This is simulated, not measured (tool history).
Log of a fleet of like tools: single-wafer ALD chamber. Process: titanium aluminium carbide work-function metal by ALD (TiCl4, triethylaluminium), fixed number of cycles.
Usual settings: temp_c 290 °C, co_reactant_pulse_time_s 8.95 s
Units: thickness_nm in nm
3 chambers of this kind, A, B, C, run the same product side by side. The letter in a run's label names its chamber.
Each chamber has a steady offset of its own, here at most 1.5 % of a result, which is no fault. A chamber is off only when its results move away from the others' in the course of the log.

run   hour  temp_c  co_reactant_pulse_time_s  hours since the last thermocouple change  hours since the last triethylaluminium bottle change  read-back reference wafer on the same gauge, thickness_nm  thickness_nm
 1C    8.2     290                      8.95                                     699.3                                                   835                                                     1.9606        1.9189
 2B   20.8     290                      8.95                                     389.1                                                 107.9                                                     1.9598        1.8987
 3A   28.5     290                      8.95                                    2069.2                                                 547.8                                                     1.9558        1.8665
      29.6  -- chamber C: triethylaluminium bottle replaced
 4B   36.2     290                      8.95                                     404.5                                                 123.3                                                     1.9633        1.8969
        41  -- chamber A: triethylaluminium bottle replaced
 5A   42.6     290                      8.95                                    2083.3                                                   1.6                                                     1.9602        1.8801
 6C   53.4     290                      8.95                                     744.5                                                  23.8                                                     1.9589        1.9003
 7B   62.3     290                      8.95                                     430.6                                                 149.4                                                     1.9587        1.8944
 8C   68.6     298                      6.94                                     759.7                                                    39                                                     1.9589        1.8656
 9A   80.9     298                      6.94                                    2121.6                                                  39.9                                                       1.96        1.8523
10B   91.1     298                      6.94                                     459.4                                                 178.2                                                     1.9626        1.8988
11A  102.5     290                      8.95                                    2143.2                                                  61.5                                                     1.9633        1.8864
12C  110.9     290                      8.95                                       802                                                  81.3                                                     1.9593        1.9179
13C  120.9     290                      8.95                                       812                                                  91.3                                                     1.9608        1.8885
14B  129.4     290                     10.61                                     497.7                                                 216.5                                                     1.9619        1.9495
15A  137.9     290                     10.61                                    2178.6                                                  96.9                                                     1.9598        1.9093
16A  144.8     290                     10.61                                    2185.5                                                 103.8                                                     1.9613        1.9282
17C    154     290                      8.95                                     845.1                                                 124.4                                                     1.9578        1.9035
18B  162.9     290                      8.95                                     531.2                                                   250                                                      1.959        1.8998
19C  175.6     290                      8.95                                     866.7                                                   146                                                     1.9565        1.9001
20B  183.6     290                      8.95                                     551.9                                                 270.7                                                     1.9585        1.8802
21A  190.6     290                      8.95                                    2231.3                                                 149.6                                                     1.9607        1.8976
22C  201.2     290                      8.95                                     892.3                                                 171.6                                                     1.9607        1.9027
23A  212.3     290                      8.95                                      2253                                                 171.3                                                     1.9597        1.8928
24B  222.9     290                      8.95                                     591.2                                                   310                                                     1.9588        1.9138
25A  232.4     290                      8.95                                    2273.1                                                 191.4                                                     1.9605        1.8761

All 3 chambers run these settings next. Forecast each chamber's results:
26A  242.5     290                      8.95                                                                                                                                                                        ?
26B  242.5     290                      8.95                                                                                                                                                                        ?
26C  242.5     290                      8.95                                                                                                                                                                        ?

run  thickness_nm
26A        1.8908
26B        1.8917
26C        1.9056
